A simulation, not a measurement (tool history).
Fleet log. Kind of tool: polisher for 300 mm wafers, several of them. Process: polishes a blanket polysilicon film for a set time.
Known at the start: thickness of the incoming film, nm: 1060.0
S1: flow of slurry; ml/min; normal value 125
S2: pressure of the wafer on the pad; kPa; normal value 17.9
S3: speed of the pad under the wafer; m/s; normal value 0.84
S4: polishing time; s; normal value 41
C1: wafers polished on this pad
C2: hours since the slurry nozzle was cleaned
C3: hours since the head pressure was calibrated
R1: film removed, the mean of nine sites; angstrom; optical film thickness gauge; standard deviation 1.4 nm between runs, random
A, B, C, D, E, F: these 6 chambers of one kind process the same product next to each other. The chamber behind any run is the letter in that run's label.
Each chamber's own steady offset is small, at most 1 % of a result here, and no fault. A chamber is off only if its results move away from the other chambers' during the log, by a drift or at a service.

run   hour   S1    S2    S3  S4    C1     C2     C3      R1
         1  -- chamber A: worn pad replaced by a new one
 1C    9.4  125  17.9  0.84  41   432  206.2  820.7  2198.4
      14.4  -- chamber F: worn pad replaced by a new one
 2A     18  125  17.9  0.84  41   180  654.3  230.2    2211
      21.5  -- chamber D: worn pad replaced by a new one
 3B   23.1  125  17.9  0.84  41   647  720.5  313.4  2221.4
 4E   30.4  125  17.9  0.84  41  1442  255.8   93.3  2203.1
        34  -- chamber E: worn pad replaced by a new one
 5D   35.9  125  17.9  0.84  41   152  114.6  249.2  2227.8
      38.3  -- chamber C: worn pad replaced by a new one
      40.4  -- chamber E: slurry nozzle cleaned
 6F   40.4  150  22.8  0.84  41   276  243.8    206  2922.2
 7E   45.9  150  22.8  0.84  41   126    5.5  108.8  2901.8
 8C   54.4  150  22.8  0.84  41   170  251.2  865.7  2900.9
 9B   63.9  150  22.8  0.84  41  1080  761.3  354.2  2897.3
      66.4  -- chamber A: worn pad replaced by a new one
10F   69.4  150  22.8  0.84  41   584  272.8    235  2915.6
      75.1  -- chamber F: worn pad replaced by a new one
11D   75.8  150  22.8  0.84  41   576  154.5  289.1  2930.8
12A   83.7  125  17.9  0.84  41   183    720  295.9  2206.9
13F     89  125  17.9  0.84  41   148  292.4  254.6  2219.3
      89.6  -- chamber B: worn pad replaced by a new one
14B   94.4  125  17.9  0.84  41    51  791.8  384.7  2245.2
        97  -- chamber C: worn pad replaced by a new one
15C   98.8  125  17.9  0.84  41    19  295.6  910.1  2208.4
      99.4  -- chamber C: head pressure recalibrated
       103  -- chamber D: worn pad replaced by a new one
16D  105.2  125  17.9  0.84  41    24  183.9  318.5  2222.8
     112.2  -- chamber B: slurry nozzle cleaned
17A  114.6  125  17.9  0.84  41   511  750.9  326.8  2182.9
     119.1  -- chamber D: slurry nozzle cleaned
18E  119.6  125  17.9  0.84  41   908   79.2  182.5  2188.3
19B    126  110  21.4  0.84  41   387   13.8  416.3  2556.5
20E  135.7  110  21.4  0.84  41  1079   95.3  198.6  2526.4
     141.1  -- chamber A: slurry nozzle cleaned
21C  141.5  110  21.4  0.84  41   473  338.3   42.2  2486.6
     145.6  -- chamber A: worn pad replaced by a new one
     145.7  -- chamber F: worn pad replaced by a new one
22F  150.1  110  21.4  0.84  41    47  353.5  315.7  2572.3
23A  158.6  110  21.4  0.84  41   138   17.6  370.8    2594
     158.7  -- chamber C: worn pad replaced by a new one
     162.4  -- chamber E: worn pad replaced by a new one
24D  167.9  110  21.4  0.84  41   689   48.9  381.2  2566.6
25B  175.1  125  17.9  0.84  41   908   62.9  465.4  2183.6
26D  184.9  125  17.9  0.84  41   870   65.9  398.2  2218.1
27F    191  125  17.9  0.84  41   481  394.4  356.6  2211.6
       194  -- chamber D: worn pad replaced by a new one
28A  196.7  125  17.9  0.84  41   542   55.7  408.9  2183.6
29E  204.2  125  17.9  0.84  41   444  163.8  267.1  2203.6
     206.3  -- chamber F: worn pad replaced by a new one
30C  210.9  125  17.9  0.84  41   554  407.7  111.6  2125.1
31F  218.6  125  17.9  0.84  41   130    422  384.2  2212.3
     222.7  -- chamber B: worn pad replaced by a new one
     224.4  -- chamber C: worn pad replaced by a new one
     225.3  -- chamber A: worn pad replaced by a new one
32E  227.8  125  17.9  0.84  41   694  187.4  290.7  2184.5
33A  237.3  125  17.9  0.84  41   128   96.3  449.5  2190.9
34D  244.4  125  17.9  0.84  41   535  125.4  457.7  2226.1
35B  248.8  125  17.9  0.84  41   277  136.6  539.1  2204.2
36C  253.1  125  17.9  0.84  41   305  449.9  153.8  2136.6
     262.2  -- chamber F: worn pad replaced by a new one
37E  262.2  125  17.9  0.84  41  1059  221.8  325.1  2208.5
38F  268.5  125  17.9  0.84  41    67  471.9  434.1  2204.3

Is one chamber off against the others, does the gauge drift, or is nothing wrong? If a chamber is off, say which, and what the likeliest cause is.

A service left chamber C off against the others.
What lies behind it: head's pressure below its setpoint, % = 3.38.

Below are 4 candidate recipes for chamber C's next run, each the usual settings with a change, their results shown as question marks. Which of them brings C's results back in line with what the other chambers give on the usual settings?
Maximum distance from the other chambers' mean on the usual settings for a result to count as in line: R1 47 angstrom
39C-1  275.6  125  17.2  0.84  41               ?
39C-2  275.6  145  17.9  0.84  41               ?
39C-3  275.6  125  17.9  0.84  44               ?
39C-4  275.6  125  16.5  0.84  41               ?

The other chambers' mean on the usual settings: R1 2206 angstrom
  run      R1
39C-1  2048.3
39C-2  2190.7
39C-3  2286.2
39C-4  1966.2
The answer is 39C-2, which returns the chamber to within the allowed miss of the others.

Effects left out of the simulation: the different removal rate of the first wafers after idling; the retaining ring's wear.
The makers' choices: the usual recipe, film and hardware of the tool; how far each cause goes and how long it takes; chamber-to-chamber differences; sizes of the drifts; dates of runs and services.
